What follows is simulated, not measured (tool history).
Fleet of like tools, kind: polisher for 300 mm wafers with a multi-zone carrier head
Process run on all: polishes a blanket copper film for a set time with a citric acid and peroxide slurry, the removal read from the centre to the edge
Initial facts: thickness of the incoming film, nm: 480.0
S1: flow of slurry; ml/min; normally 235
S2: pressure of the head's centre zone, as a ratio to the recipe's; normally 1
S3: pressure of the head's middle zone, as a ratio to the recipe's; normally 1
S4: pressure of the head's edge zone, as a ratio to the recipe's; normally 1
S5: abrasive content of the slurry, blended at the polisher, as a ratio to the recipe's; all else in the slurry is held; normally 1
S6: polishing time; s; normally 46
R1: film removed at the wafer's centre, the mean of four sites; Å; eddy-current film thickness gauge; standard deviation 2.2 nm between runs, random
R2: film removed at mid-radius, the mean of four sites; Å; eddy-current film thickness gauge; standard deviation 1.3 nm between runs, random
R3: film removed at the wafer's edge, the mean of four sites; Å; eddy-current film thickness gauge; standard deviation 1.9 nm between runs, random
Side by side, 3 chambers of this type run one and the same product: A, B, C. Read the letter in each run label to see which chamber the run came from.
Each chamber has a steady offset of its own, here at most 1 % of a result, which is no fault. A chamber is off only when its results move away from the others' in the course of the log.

{"hour": 3.7, "done": "chamber C: worn pad replaced by a new one"}
{"hour": 6.9, "done": "chamber A: worn pad replaced by a new one"}
{"run": "1A", "hour": 8.6, "S1": 235, "S2": 1, "S3": 1, "S4": 1, "S5": 1, "S6": 46, "R1": 2047.6, "R2": 2046.7, "R3": 2041.5}
{"run": "2C", "hour": 16.8, "S1": 235, "S2": 1, "S3": 1, "S4": 1, "S5": 1, "S6": 46, "R1": 2077.8, "R2": 2029.1, "R3": 2056.3}
{"run": "3B", "hour": 23.8, "S1": 235, "S2": 1, "S3": 1, "S4": 1, "S5": 1, "S6": 46, "R1": 2043.4, "R2": 2055.7, "R3": 2053.2}
{"run": "4A", "hour": 29.3, "S1": 235, "S2": 1, "S3": 1, "S4": 1, "S5": 1, "S6": 46, "R1": 2066.3, "R2": 2081.6, "R3": 2033.9}
{"run": "5B", "hour": 35.3, "S1": 235, "S2": 1, "S3": 1, "S4": 1, "S5": 1, "S6": 46, "R1": 2028.6, "R2": 2054, "R3": 2048.7}
{"run": "6C", "hour": 41.2, "S1": 235, "S2": 1, "S3": 1, "S4": 1, "S5": 1, "S6": 46, "R1": 2057.2, "R2": 2025.5, "R3": 2037.9}
{"run": "7C", "hour": 47.4, "S1": 235, "S2": 1, "S3": 1, "S4": 1, "S5": 1, "S6": 46, "R1": 2024.5, "R2": 2035.8, "R3": 2048.6}
{"run": "8A", "hour": 57.2, "S1": 235, "S2": 1, "S3": 1, "S4": 1, "S5": 1, "S6": 46, "R1": 2031.5, "R2": 2046.4, "R3": 2017.6}
{"run": "9B", "hour": 65.6, "S1": 235, "S2": 1, "S3": 1, "S4": 1, "S5": 1, "S6": 46, "R1": 2070.3, "R2": 2039.8, "R3": 2046.5}
{"hour": 67.6, "done": "chamber B: worn pad replaced by a new one"}
{"run": "10B", "hour": 75.4, "S1": 235, "S2": 1, "S3": 1, "S4": 1, "S5": 1, "S6": 46, "R1": 2031.7, "R2": 2040.2, "R3": 2053.1}
{"run": "11A", "hour": 84.2, "S1": 235, "S2": 1, "S3": 1, "S4": 1, "S5": 1, "S6": 46, "R1": 2047.2, "R2": 2044.8, "R3": 2044.6}
{"run": "12C", "hour": 92.8, "S1": 235, "S2": 1, "S3": 1, "S4": 1, "S5": 1, "S6": 46, "R1": 2053.1, "R2": 2021.1, "R3": 2075.3}
{"hour": 99.4, "done": "chamber C: slurry nozzle cleaned"}
{"run": "13B", "hour": 99.5, "S1": 235, "S2": 1, "S3": 1, "S4": 1, "S5": 1, "S6": 46, "R1": 2071.2, "R2": 2036.5, "R3": 2029.4}
{"run": "14C", "hour": 106.1, "S1": 235, "S2": 1, "S3": 1, "S4": 1, "S5": 1, "S6": 46, "R1": 2009.4, "R2": 2028.3, "R3": 2066.2}
{"run": "15A", "hour": 111.1, "S1": 235, "S2": 1, "S3": 1, "S4": 1, "S5": 1, "S6": 46, "R1": 2012.4, "R2": 2051.8, "R3": 2039}
{"hour": 116.2, "done": "chamber C: worn pad replaced by a new one"}
{"hour": 116.4, "done": "chamber A: worn pad replaced by a new one"}
{"run": "16C", "hour": 120.4, "S1": 235, "S2": 1, "S3": 1, "S4": 1, "S5": 1, "S6": 46, "R1": 2033.1, "R2": 2039.1, "R3": 2032.5}
{"hour": 122.5, "done": "chamber B: centre zone pressure recalibrated"}
{"run": "17B", "hour": 129.0, "S1": 235, "S2": 1, "S3": 1, "S4": 1, "S5": 1, "S6": 46, "R1": 2055.8, "R2": 2039.1, "R3": 2017.6}
{"run": "18A", "hour": 134.6, "S1": 235, "S2": 1, "S3": 1, "S4": 1, "S5": 1, "S6": 46, "R1": 2011.9, "R2": 2050.5, "R3": 2051.1}
{"run": "19A", "hour": 141.7, "S1": 235, "S2": 1.09, "S3": 1, "S4": 1, "S5": 1, "S6": 46, "R1": 2217.1, "R2": 2042.1, "R3": 2000.6}
{"run": "20B", "hour": 150.7, "S1": 235, "S2": 1.09, "S3": 1, "S4": 1, "S5": 1, "S6": 46, "R1": 2289.9, "R2": 2025.4, "R3": 2019.9}
{"run": "21C", "hour": 158.1, "S1": 235, "S2": 1.09, "S3": 1, "S4": 1, "S5": 1, "S6": 46, "R1": 2271.6, "R2": 2009.6, "R3": 2079.5}
{"run": "22B", "hour": 163.0, "S1": 235, "S2": 1, "S3": 1, "S4": 1, "S5": 1, "S6": 46, "R1": 2054, "R2": 2040.2, "R3": 1995.3}
{"run": "23A", "hour": 171.5, "S1": 235, "S2": 1, "S3": 1, "S4": 1, "S5": 1, "S6": 46, "R1": 2045, "R2": 2045.3, "R3": 2047.7}
{"run": "24C", "hour": 179.7, "S1": 235, "S2": 1, "S3": 1, "S4": 1, "S5": 1, "S6": 46, "R1": 2029.5, "R2": 2022.9, "R3": 2074.8}
{"run": "25C", "hour": 184.7, "S1": 235, "S2": 1, "S3": 1, "S4": 1, "S5": 1, "S6": 46, "R1": 2054, "R2": 2022.7, "R3": 2072}
{"run": "26B", "hour": 194.0, "S1": 235, "S2": 1, "S3": 1, "S4": 1, "S5": 1, "S6": 46, "R1": 2009.7, "R2": 2036.5, "R3": 2088.4}
{"run": "27A", "hour": 202.5, "S1": 310, "S2": 1, "S3": 1.12, "S4": 1, "S5": 1, "S6": 46, "R1": 2151.7, "R2": 2327.4, "R3": 2111.2}
{"run": "28A", "hour": 209.3, "S1": 310, "S2": 1, "S3": 1.12, "S4": 1, "S5": 1, "S6": 46, "R1": 2145.4, "R2": 2350, "R3": 2098.7}

Next, all 3 chambers run the settings below, one line each with question marks for the results. What does each chamber give?
{"run": "29A", "hour": 216.4, "S1": 205, "S2": 1, "S3": 1, "S4": 1, "S5": 1, "S6": 46, "R1": "?", "R2": "?", "R3": "?"}
{"run": "29B", "hour": 216.4, "S1": 205, "S2": 1, "S3": 1, "S4": 1, "S5": 1, "S6": 46, "R1": "?", "R2": "?", "R3": "?"}
{"run": "29C", "hour": 216.4, "S1": 205, "S2": 1, "S3": 1, "S4": 1, "S5": 1, "S6": 46, "R1": "?", "R2": "?", "R3": "?"}

run=29A R1=1990.5 R2=2023.5 R3=2016.2
run=29B R1=2008.3 R2=1993.7 R3=2020.3
run=29C R1=2035.7 R2=1987.8 R3=2059.8

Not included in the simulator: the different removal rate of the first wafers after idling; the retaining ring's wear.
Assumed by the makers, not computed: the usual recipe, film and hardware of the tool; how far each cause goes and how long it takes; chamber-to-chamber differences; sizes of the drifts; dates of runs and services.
